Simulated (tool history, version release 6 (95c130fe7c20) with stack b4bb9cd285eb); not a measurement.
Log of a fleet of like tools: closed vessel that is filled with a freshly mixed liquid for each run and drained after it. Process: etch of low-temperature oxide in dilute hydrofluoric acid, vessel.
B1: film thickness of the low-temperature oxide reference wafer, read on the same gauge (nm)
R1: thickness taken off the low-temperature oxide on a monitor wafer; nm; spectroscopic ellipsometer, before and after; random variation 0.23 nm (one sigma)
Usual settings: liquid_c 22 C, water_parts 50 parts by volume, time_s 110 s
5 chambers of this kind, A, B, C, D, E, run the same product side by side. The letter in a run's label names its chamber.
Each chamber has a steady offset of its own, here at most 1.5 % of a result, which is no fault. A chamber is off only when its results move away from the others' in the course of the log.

run 1A hour=4.6 | liquid_c=22 water_parts=50 time_s=110 | B1=79.983 | R1=30.292
run 2C hour=8.6 | liquid_c=22 water_parts=50 time_s=110 | B1=79.973 | R1=29.225
run 3B hour=14.5 | liquid_c=22 water_parts=50 time_s=110 | B1=79.971 | R1=29.28
-- hour=17.3 chamber C: thermometer replaced
run 4E hour=19.8 | liquid_c=22 water_parts=50 time_s=110 | B1=80.008 | R1=29.354
-- hour=24.3 chamber A: hydrofluoric acid flow meter replaced
run 5D hour=25.6 | liquid_c=22 water_parts=50 time_s=110 | B1=79.982 | R1=29.811
run 6A hour=30.9 | liquid_c=22 water_parts=50 time_s=110 | B1=80.007 | R1=30.03
run 7C hour=34 | liquid_c=22 water_parts=50 time_s=110 | B1=79.99 | R1=29.898
run 8D hour=37 | liquid_c=22 water_parts=50 time_s=110 | B1=79.987 | R1=29.25
run 9E hour=40 | liquid_c=22 water_parts=50 time_s=110 | B1=80.044 | R1=29.857
run 10B hour=45.4 | liquid_c=22 water_parts=50 time_s=110 | B1=80.001 | R1=29.49
run 11A hour=49.9 | liquid_c=22 water_parts=65 time_s=55 | B1=79.936 | R1=11.336
run 12E hour=56 | liquid_c=22 water_parts=65 time_s=55 | B1=79.999 | R1=11.089
run 13C hour=62.1 | liquid_c=22 water_parts=65 time_s=55 | B1=80.001 | R1=11.191
run 14B hour=66.5 | liquid_c=22 water_parts=65 time_s=55 | B1=79.97 | R1=11.252
run 15D hour=69.5 | liquid_c=22 water_parts=65 time_s=55 | B1=80.013 | R1=11.129
run 16E hour=72.5 | liquid_c=22 water_parts=50 time_s=110 | B1=80.014 | R1=29.305
run 17D hour=77.8 | liquid_c=22 water_parts=50 time_s=110 | B1=80.007 | R1=29.015
run 18B hour=82.5 | liquid_c=22 water_parts=50 time_s=110 | B1=79.959 | R1=29.295
run 19A hour=85.3 | liquid_c=22 water_parts=50 time_s=110 | B1=80.01 | R1=30.009
run 20C hour=91.7 | liquid_c=22 water_parts=50 time_s=110 | B1=79.969 | R1=29.264
-- hour=94.3 chamber C: hydrofluoric acid flow meter replaced
run 21B hour=96.3 | liquid_c=22 water_parts=40 time_s=85 | B1=79.958 | R1=29.189
run 22D hour=99.1 | liquid_c=22 water_parts=40 time_s=85 | B1=79.993 | R1=29.147
run 23C hour=103.1 | liquid_c=22 water_parts=40 time_s=85 | B1=80.001 | R1=28.472
run 24E hour=106.9 | liquid_c=22 water_parts=40 time_s=85 | B1=79.974 | R1=28.729
run 25A hour=113.2 | liquid_c=22 water_parts=40 time_s=85 | B1=79.964 | R1=29.383
run 26C hour=119.6 | liquid_c=22 water_parts=50 time_s=110 | B1=79.969 | R1=29.224
run 27B hour=125.7 | liquid_c=22 water_parts=50 time_s=110 | B1=79.994 | R1=29.209
run 28E hour=129.5 | liquid_c=22 water_parts=50 time_s=110 | B1=80.019 | R1=29.127
run 29A hour=135.4 | liquid_c=17.5 water_parts=65 time_s=110 | B1=80.029 | R1=18.888
run 30D hour=141.2 | liquid_c=17.5 water_parts=65 time_s=110 | B1=80.026 | R1=18.279
run 31A hour=144.8 | liquid_c=17.5 water_parts=65 time_s=110 | B1=79.983 | R1=18.963
run 32D hour=150 | liquid_c=17.5 water_parts=65 time_s=110 | B1=79.986 | R1=18.487
run 33E hour=153.9 | liquid_c=17.5 water_parts=65 time_s=110 | B1=80.033 | R1=18.321
-- hour=155.9 chamber A: thermometer replaced
run 34B hour=159.1 | liquid_c=22 water_parts=50 time_s=110 | B1=80.014 | R1=29.924
run 35C hour=164.1 | liquid_c=22 water_parts=50 time_s=110 | B1=79.952 | R1=29.381
run 36C hour=168.1 | liquid_c=22 water_parts=50 time_s=110 | B1=79.973 | R1=29.943
run 37E hour=171.5 | liquid_c=22 water_parts=50 time_s=110 | B1=80.037 | R1=29.365
run 38A hour=175 | liquid_c=22 water_parts=50 time_s=110 | B1=79.981 | R1=29.699

Is one chamber off against the others, does the gauge drift, or is nothing wrong? If a chamber is off, say which, and what the likeliest cause is.

No chamber stands off beyond its own small offset, and the gauge holds steady.

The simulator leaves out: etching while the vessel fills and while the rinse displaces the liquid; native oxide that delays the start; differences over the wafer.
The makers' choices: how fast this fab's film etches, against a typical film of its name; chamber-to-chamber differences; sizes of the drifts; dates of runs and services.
